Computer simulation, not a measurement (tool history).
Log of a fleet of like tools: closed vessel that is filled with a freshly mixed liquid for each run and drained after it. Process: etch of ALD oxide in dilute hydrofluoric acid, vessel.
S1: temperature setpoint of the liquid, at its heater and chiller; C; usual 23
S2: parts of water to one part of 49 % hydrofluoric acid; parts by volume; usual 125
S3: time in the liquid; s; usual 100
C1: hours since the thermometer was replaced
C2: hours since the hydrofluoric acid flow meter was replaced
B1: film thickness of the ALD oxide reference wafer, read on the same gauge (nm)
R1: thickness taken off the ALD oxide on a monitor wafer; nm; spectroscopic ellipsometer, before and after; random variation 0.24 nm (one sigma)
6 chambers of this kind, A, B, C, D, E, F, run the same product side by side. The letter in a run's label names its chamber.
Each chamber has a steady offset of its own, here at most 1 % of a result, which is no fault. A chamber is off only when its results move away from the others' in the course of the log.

| run | day | S1 | S2 | S3 | C1 | C2 | B1 | R1 |
|---|---|---|---|---|---|---|---|---|
| 1C | 0.2 | 23 | 125 | 100 | 129.6 | 427.4 | 69.964 | 24.171 |
| 2D | 0.512 | 23 | 125 | 100 | 293.8 | 1972.1 | 69.992 | 24.531 |
| 3B | 0.708 | 23 | 125 | 100 | 2080.9 | 31 | 69.97 | 24.493 |
| 4F | 0.933 | 23 | 125 | 100 | 493.4 | 571.6 | 70 | 24.256 |
| 5A | 1.188 | 23 | 125 | 100 | 1312.3 | 648.3 | 69.978 | 24.864 |
| 6E | 1.388 | 23 | 125 | 100 | 914.9 | 413.4 | 70.024 | 24.063 |
| 7D | 1.575 | 27 | 145 | 100 | 319.3 | 1997.6 | 70.018 | 24.104 |
| 8A | 1.871 | 27 | 145 | 100 | 1328.7 | 664.7 | 70.004 | 24.246 |
| 9B | 2.238 | 27 | 145 | 100 | 2117.6 | 67.7 | 70.058 | 24.036 |
| 10E | 2.604 | 27 | 145 | 100 | 944.1 | 442.6 | 70.031 | 23.412 |
| 11C | 2.942 | 27 | 145 | 100 | 195.4 | 493.2 | 69.994 | 23.858 |
| 12F | 3.158 | 27 | 145 | 100 | 546.8 | 625 | 69.976 | 24.365 |
| 13B | 3.558 | 23 | 125 | 100 | 2149.3 | 99.4 | 69.975 | 24.599 |
| 14D | 3.833 | 23 | 125 | 100 | 373.5 | 2051.8 | 69.977 | 24.493 |
| 15F | 4.158 | 23 | 125 | 100 | 570.8 | 649 | 70.004 | 24.687 |
| 16A | 4.479 | 23 | 125 | 130 | 1391.3 | 727.3 | 69.968 | 31.95 |
| 17E | 4.879 | 23 | 125 | 130 | 998.7 | 497.2 | 70.015 | 31.509 |
| 18C | 5.288 | 23 | 125 | 130 | 251.7 | 549.5 | 69.98 | 32.166 |
| 19D | 5.521 | 23 | 125 | 130 | 414 | 2092.3 | 69.992 | 32.045 |
| 20E | 5.771 | 23 | 125 | 130 | 1020.1 | 518.6 | 69.939 | 31.76 |
| 21F | 6.004 | 23 | 125 | 130 | 615.1 | 693.3 | 69.994 | 32.723 |
| 22C | 6.304 | 23 | 125 | 100 | 276.1 | 573.9 | 70.018 | 24.36 |
| 23A | 6.575 | 23 | 125 | 100 | 1441.6 | 777.6 | 70.036 | 24.82 |
| 24B | 6.904 | 23 | 125 | 100 | 2229.6 | 179.7 | 70.02 | 25 |
| 25D | 7.312 | 23 | 125 | 100 | 457 | 2135.3 | 70.045 | 24.558 |
| 26F | 7.638 | 23 | 125 | 100 | 654.3 | 732.5 | 69.958 | 26.332 |
|  | 7.742 | chamber F: thermometer replaced |
| 27E | 8.038 | 23 | 125 | 100 | 1074.5 | 573 | 70.005 | 24.382 |
| 28C | 8.325 | 23 | 125 | 100 | 324.6 | 622.4 | 70.036 | 24.158 |
| 29A | 8.508 | 23 | 125 | 100 | 1488 | 824 | 70.03 | 24.522 |
| 30B | 8.908 | 23 | 125 | 100 | 2277.7 | 227.8 | 70.02 | 24.724 |
| 31F | 9.108 | 23 | 125 | 45 | 32.8 | 767.8 | 69.988 | 11.729 |
| 32B | 9.496 | 23 | 125 | 45 | 2291.8 | 241.9 | 69.966 | 11.238 |
| 33D | 9.879 | 23 | 125 | 45 | 518.6 | 2196.9 | 69.988 | 11.157 |
| 34C | 10.15 | 23 | 125 | 45 | 368.4 | 666.2 | 69.964 | 11.134 |
| 35E | 10.342 | 23 | 125 | 45 | 1129.8 | 628.3 | 69.998 | 11.053 |
| 36A | 10.729 | 23 | 125 | 45 | 1541.3 | 877.3 | 69.981 | 11.122 |
| 37F | 11.071 | 23 | 125 | 140 | 79.9 | 814.9 | 69.986 | 37.685 |
| 38A | 11.292 | 23 | 125 | 140 | 1554.8 | 890.8 | 70.005 | 34.855 |
| 39D | 11.5 | 23 | 125 | 140 | 557.5 | 2235.8 | 70.005 | 34.555 |
| 40E | 11.767 | 23 | 125 | 140 | 1164 | 662.5 | 69.967 | 33.631 |

What goes on in this fleet: one chamber off, a drifting gauge, or nothing beyond the chambers' own small offsets? Name the chamber and the cause, if any.

Chamber F drifts away from the others.
Cause: hydrofluoric acid flow above the setpoint (%) = 11.9.

Here are 4 candidates for chamber F's next run, each the usual settings with a change, their results left as question marks. Which one brings its results back in line with what the others give on the usual settings?
In line means no further than this from the other chambers' mean on the usual settings: R1 0.84 nm
| 41F-1 | 12.075 | 22.5 | 125 | 90 |  |  |  | ? |
| 41F-2 | 12.075 | 23.5 | 115 | 100 |  |  |  | ? |
| 41F-3 | 12.075 | 23 | 125 | 105 |  |  |  | ? |
| 41F-4 | 12.075 | 23 | 125 | 95 |  |  |  | ? |

The other chambers' mean on the usual settings: R1 24.548 nm
| run | R1 |
|---|---|
| 41F-1 | 24.288 |
| 41F-2 | 30.893 |
| 41F-3 | 28.905 |
| 41F-4 | 26.152 |
41F-1 brings the chamber back in line.
